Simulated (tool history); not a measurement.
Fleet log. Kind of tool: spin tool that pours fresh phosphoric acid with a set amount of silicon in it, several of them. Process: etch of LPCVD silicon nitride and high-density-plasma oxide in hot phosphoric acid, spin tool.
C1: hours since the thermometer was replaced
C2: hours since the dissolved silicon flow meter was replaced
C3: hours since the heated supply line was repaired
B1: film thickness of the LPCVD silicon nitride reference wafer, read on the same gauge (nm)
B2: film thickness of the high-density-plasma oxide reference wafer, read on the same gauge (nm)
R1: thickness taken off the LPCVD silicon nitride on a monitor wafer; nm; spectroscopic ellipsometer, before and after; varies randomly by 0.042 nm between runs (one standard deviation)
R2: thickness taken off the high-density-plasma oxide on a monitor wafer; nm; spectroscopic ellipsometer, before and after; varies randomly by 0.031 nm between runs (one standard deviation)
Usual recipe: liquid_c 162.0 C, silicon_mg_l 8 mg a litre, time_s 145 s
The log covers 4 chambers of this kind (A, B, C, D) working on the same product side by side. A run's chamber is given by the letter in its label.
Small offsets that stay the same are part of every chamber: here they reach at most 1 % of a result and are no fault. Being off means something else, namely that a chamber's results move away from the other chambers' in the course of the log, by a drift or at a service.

run 1A hour=2.5 | liquid_c=162.0 silicon_mg_l=8 time_s=145 | C1=2254.1 C2=414.6 C3=1218.3 | B1=89.996 B2=69.973 | R1=13.8180 R2=0.35225
run 2D hour=5.6 | liquid_c=162.0 silicon_mg_l=8 time_s=145 | C1=2536.1 C2=177.2 C3=1240.7 | B1=90.034 B2=70.008 | R1=13.9020 R2=0.41573
-- hour=7.1 chamber B: thermometer replaced
run 3B hour=7.8 | liquid_c=162.0 silicon_mg_l=8 time_s=145 | C1=0.8 C2=184.4 C3=935.5 | B1=89.965 B2=70.029 | R1=13.6580 R2=0.39688
run 4C hour=12.7 | liquid_c=162.0 silicon_mg_l=8 time_s=145 | C1=1939.4 C2=1870.6 C3=1292.2 | B1=89.991 B2=70.015 | R1=13.7980 R2=0.34961
run 5C hour=15.4 | liquid_c=162.0 silicon_mg_l=8 time_s=145 | C1=1942.1 C2=1873.3 C3=1294.9 | B1=90.008 B2=70.033 | R1=13.7860 R2=0.39841
run 6A hour=18.4 | liquid_c=162.0 silicon_mg_l=8 time_s=145 | C1=2270.0 C2=430.5 C3=1234.2 | B1=90.017 B2=70.016 | R1=13.7620 R2=0.31704
run 7D hour=21.4 | liquid_c=162.0 silicon_mg_l=8 time_s=145 | C1=2551.9 C2=193.0 C3=1256.5 | B1=90.002 B2=70.002 | R1=13.8340 R2=0.37680
run 8B hour=24.9 | liquid_c=162.0 silicon_mg_l=8 time_s=145 | C1=17.9 C2=201.5 C3=952.6 | B1=90.000 B2=69.998 | R1=13.7430 R2=0.44485
run 9A hour=28.8 | liquid_c=159.5 silicon_mg_l=8 time_s=70 | C1=2280.4 C2=440.9 C3=1244.6 | B1=89.995 B2=69.981 | R1=6.1064 R2=0.17201
run 10B hour=32.0 | liquid_c=159.5 silicon_mg_l=8 time_s=70 | C1=25.0 C2=208.6 C3=959.7 | B1=89.956 B2=70.003 | R1=6.0914 R2=0.15884
run 11D hour=34.8 | liquid_c=159.5 silicon_mg_l=8 time_s=70 | C1=2565.3 C2=206.4 C3=1269.9 | B1=90.032 B2=70.030 | R1=6.1618 R2=0.16615
run 12C hour=37.7 | liquid_c=159.5 silicon_mg_l=8 time_s=70 | C1=1964.4 C2=1895.6 C3=1317.2 | B1=89.986 B2=69.985 | R1=6.1433 R2=0.16561
run 13B hour=40.2 | liquid_c=162.0 silicon_mg_l=8 time_s=145 | C1=33.2 C2=216.8 C3=967.9 | B1=90.008 B2=69.958 | R1=13.7790 R2=0.41957
run 14D hour=42.7 | liquid_c=160.5 silicon_mg_l=8 time_s=145 | C1=2573.2 C2=214.3 C3=1277.8 | B1=89.986 B2=70.025 | R1=13.2580 R2=0.30805
-- hour=47.2 chamber C: heated supply line repaired
run 15A hour=47.5 | liquid_c=160.5 silicon_mg_l=8 time_s=145 | C1=2299.1 C2=459.6 C3=1263.3 | B1=90.001 B2=69.996 | R1=13.1120 R2=0.37060
run 16C hour=52.0 | liquid_c=160.5 silicon_mg_l=8 time_s=145 | C1=1978.7 C2=1909.9 C3=4.9 | B1=89.977 B2=70.002 | R1=13.2140 R2=0.36569
run 17D hour=56.2 | liquid_c=160.5 silicon_mg_l=8 time_s=145 | C1=2586.7 C2=227.8 C3=1291.3 | B1=90.002 B2=70.034 | R1=13.1780 R2=0.33067
run 18C hour=60.5 | liquid_c=162.0 silicon_mg_l=8 time_s=145 | C1=1987.2 C2=1918.4 C3=13.4 | B1=90.008 B2=69.975 | R1=13.8440 R2=0.37927
run 19A hour=63.0 | liquid_c=162.0 silicon_mg_l=8 time_s=210 | C1=2314.6 C2=475.1 C3=1278.8 | B1=90.020 B2=69.979 | R1=19.8780 R2=0.60148
run 20B hour=67.5 | liquid_c=162.0 silicon_mg_l=8 time_s=210 | C1=60.5 C2=244.1 C3=995.2 | B1=90.005 B2=70.013 | R1=19.8160 R2=0.55440
run 21C hour=71.7 | liquid_c=162.0 silicon_mg_l=8 time_s=210 | C1=1998.4 C2=1929.6 C3=24.6 | B1=89.963 B2=69.993 | R1=20.0070 R2=0.56601
run 22B hour=76.4 | liquid_c=162.0 silicon_mg_l=8 time_s=210 | C1=69.4 C2=253.0 C3=1004.1 | B1=90.004 B2=69.987 | R1=19.8480 R2=0.57180
run 23D hour=80.2 | liquid_c=162.0 silicon_mg_l=8 time_s=145 | C1=2610.7 C2=251.8 C3=1315.3 | B1=89.980 B2=69.978 | R1=13.8750 R2=0.43620
run 24A hour=84.5 | liquid_c=162.0 silicon_mg_l=8 time_s=145 | C1=2336.1 C2=496.6 C3=1300.3 | B1=89.982 B2=69.960 | R1=13.7820 R2=0.34451
run 25B hour=87.9 | liquid_c=162.0 silicon_mg_l=8 time_s=145 | C1=80.9 C2=264.5 C3=1015.6 | B1=89.999 B2=70.005 | R1=13.7280 R2=0.41601
run 26C hour=90.1 | liquid_c=162.0 silicon_mg_l=8 time_s=145 | C1=2016.8 C2=1948.0 C3=43.0 | B1=89.983 B2=70.009 | R1=13.7420 R2=0.37318
run 27D hour=94.4 | liquid_c=162.0 silicon_mg_l=8 time_s=145 | C1=2624.9 C2=266.0 C3=1329.5 | B1=90.001 B2=69.991 | R1=13.9010 R2=0.41289
run 28A hour=98.0 | liquid_c=162.0 silicon_mg_l=8 time_s=145 | C1=2349.6 C2=510.1 C3=1313.8 | B1=90.029 B2=70.028 | R1=13.7590 R2=0.37988
run 29A hour=100.4 | liquid_c=162.0 silicon_mg_l=8 time_s=145 | C1=2352.0 C2=512.5 C3=1316.2 | B1=89.985 B2=70.047 | R1=13.7570 R2=0.39353
run 30C hour=104.0 | liquid_c=162.0 silicon_mg_l=8 time_s=145 | C1=2030.7 C2=1961.9 C3=56.9 | B1=89.999 B2=70.006 | R1=13.7780 R2=0.40573
run 31D hour=106.9 | liquid_c=162.0 silicon_mg_l=8 time_s=145 | C1=2637.4 C2=278.5 C3=1342.0 | B1=90.047 B2=70.005 | R1=13.8580 R2=0.42748
run 32B hour=111.7 | liquid_c=162.0 silicon_mg_l=8 time_s=145 | C1=104.7 C2=288.3 C3=1039.4 | B1=89.997 B2=70.045 | R1=13.7850 R2=0.40959
run 33D hour=115.6 | liquid_c=162.0 silicon_mg_l=8 time_s=145 | C1=2646.1 C2=287.2 C3=1350.7 | B1=90.015 B2=69.983 | R1=13.8560 R2=0.38192

Does one chamber stand apart from the rest, does the shared gauge drift, or is all well apart from small per-chamber offsets? Give the chamber and the most likely cause, where there is one.

No chamber is off and the gauge is stable; the differences are just each chamber's small, constant offset.
